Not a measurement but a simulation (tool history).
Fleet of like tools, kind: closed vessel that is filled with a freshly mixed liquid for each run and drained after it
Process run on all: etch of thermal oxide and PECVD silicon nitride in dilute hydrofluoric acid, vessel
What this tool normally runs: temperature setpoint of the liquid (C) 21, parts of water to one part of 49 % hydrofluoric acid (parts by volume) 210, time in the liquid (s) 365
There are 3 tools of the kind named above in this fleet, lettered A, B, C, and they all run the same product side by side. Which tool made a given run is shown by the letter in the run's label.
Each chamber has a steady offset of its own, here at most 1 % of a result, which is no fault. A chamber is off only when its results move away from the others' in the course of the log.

| run | hour | temperature setpoint of the liquid (C) | parts of water to one part of 49 % hydrofluoric acid (parts by volume) | time in the liquid (s) | hours since the thermometer was replaced | hours since the hydrofluoric acid flow meter was replaced | read-back film thickness of the thermal oxide reference wafer, read on the same gauge (nm) | read-back film thickness of the PECVD silicon nitride reference wafer, read on the same gauge (nm) | thickness taken off the thermal oxide on a monitor wafer (angstrom) | thickness taken off the PECVD silicon nitride on a monitor wafer (angstrom) |
|---|---|---|---|---|---|---|---|---|---|---|
| 1B | 3.3 | 21 | 210 | 365 | 1440.8 | 2019.2 | 60.011 | 70.008 | 65.502 | 25.228 |
| 2C | 6.3 | 21 | 210 | 365 | 192.4 | 598.1 | 59.992 | 70.025 | 63 | 24.387 |
| 3A | 10 | 21 | 210 | 365 | 930.5 | 1689.8 | 60.015 | 70.008 | 63.797 | 25.085 |
| 4A | 14 | 21 | 210 | 365 | 934.5 | 1693.8 | 59.973 | 70.019 | 63.968 | 24.862 |
|  | 14.2 | chamber A: hydrofluoric acid flow meter replaced |
| 5C | 16.2 | 21 | 210 | 365 | 202.3 | 608 | 59.988 | 70.001 | 62.792 | 24.873 |
| 6B | 18.3 | 21 | 210 | 365 | 1455.8 | 2034.2 | 60.02 | 70 | 64.8 | 25.086 |
| 7C | 20.9 | 21 | 305 | 475 | 207 | 612.7 | 59.991 | 69.994 | 51.612 | 21.94 |
| 8A | 24 | 21 | 305 | 475 | 944.5 | 9.9 | 60.022 | 70.007 | 52.725 | 22.542 |
| 9B | 26 | 21 | 305 | 475 | 1463.5 | 2041.9 | 60.005 | 70.012 | 52.962 | 22.335 |
| 10C | 28.1 | 21 | 210 | 365 | 214.2 | 619.9 | 59.991 | 69.999 | 64.485 | 24.322 |
| 11B | 31.9 | 21 | 210 | 365 | 1469.4 | 2047.8 | 59.991 | 69.991 | 65.103 | 24.876 |
| 12A | 35.8 | 21 | 210 | 365 | 956.3 | 21.7 | 60.019 | 70.025 | 62.509 | 24.334 |
| 13B | 40.1 | 21 | 210 | 365 | 1477.6 | 2056 | 59.995 | 69.994 | 64.419 | 24.495 |
| 14A | 42.1 | 21 | 210 | 365 | 962.6 | 28 | 60.004 | 69.986 | 61.993 | 23.07 |
| 15C | 44.8 | 21 | 210 | 365 | 230.9 | 636.6 | 60.002 | 69.976 | 62.751 | 25.497 |
| 16C | 48.5 | 21 | 210 | 365 | 234.6 | 640.3 | 59.986 | 69.988 | 64.065 | 24.755 |
| 17B | 51 | 21 | 210 | 365 | 1488.5 | 2066.9 | 60.014 | 70.009 | 65.55 | 25.728 |
| 18A | 53.8 | 21 | 210 | 365 | 974.3 | 39.7 | 59.987 | 69.971 | 60.697 | 22.695 |
| 19C | 57.9 | 21 | 210 | 365 | 244 | 649.7 | 59.999 | 70.014 | 63.842 | 24.518 |
| 20A | 61.5 | 21 | 210 | 365 | 982 | 47.4 | 60.019 | 69.993 | 61.059 | 22.372 |
|  | 62.8 | chamber B: hydrofluoric acid flow meter replaced |
| 21B | 64.5 | 21 | 210 | 365 | 1502 | 1.8 | 60.022 | 69.988 | 64.749 | 24.682 |
| 22C | 66.5 | 25 | 210 | 520 | 252.6 | 658.3 | 60.005 | 69.993 | 105.18 | 44.964 |
| 23B | 69.2 | 25 | 210 | 520 | 1506.7 | 6.5 | 60.01 | 69.989 | 107.23 | 46.431 |
| 24A | 71.4 | 25 | 210 | 520 | 991.9 | 57.3 | 60.009 | 70.017 | 101.22 | 41.175 |
| 25B | 74.5 | 21 | 210 | 365 | 1512 | 11.8 | 59.958 | 69.997 | 64.902 | 24.764 |
| 26A | 77.4 | 21 | 150 | 365 | 997.9 | 63.3 | 59.999 | 70.008 | 90.163 | 30.876 |
| 27C | 80.2 | 21 | 150 | 365 | 266.3 | 672 | 60 | 69.989 | 95.316 | 34.353 |
| 28C | 82.9 | 21 | 150 | 365 | 269 | 674.7 | 60.018 | 70.01 | 93.783 | 33.498 |
| 29A | 86 | 21 | 210 | 365 | 1006.5 | 71.9 | 59.996 | 69.963 | 58.764 | 21.54 |

The same settings go to every chamber for the next run, one line per chamber below. Forecast the results for each:
| 30A | 89.3 | 21 | 210 | 365 |  |  |  |  | ? | ? |
| 30B | 89.3 | 21 | 210 | 365 |  |  |  |  | ? | ? |
| 30C | 89.3 | 21 | 210 | 365 |  |  |  |  | ? | ? |

| run | thickness taken off the thermal oxide on a monitor wafer (angstrom) | thickness taken off the PECVD silicon nitride on a monitor wafer (angstrom) |
|---|---|---|
| 30A | 58.953 | 21.501 |
| 30B | 64.677 | 24.863 |
| 30C | 62.904 | 24.407 |

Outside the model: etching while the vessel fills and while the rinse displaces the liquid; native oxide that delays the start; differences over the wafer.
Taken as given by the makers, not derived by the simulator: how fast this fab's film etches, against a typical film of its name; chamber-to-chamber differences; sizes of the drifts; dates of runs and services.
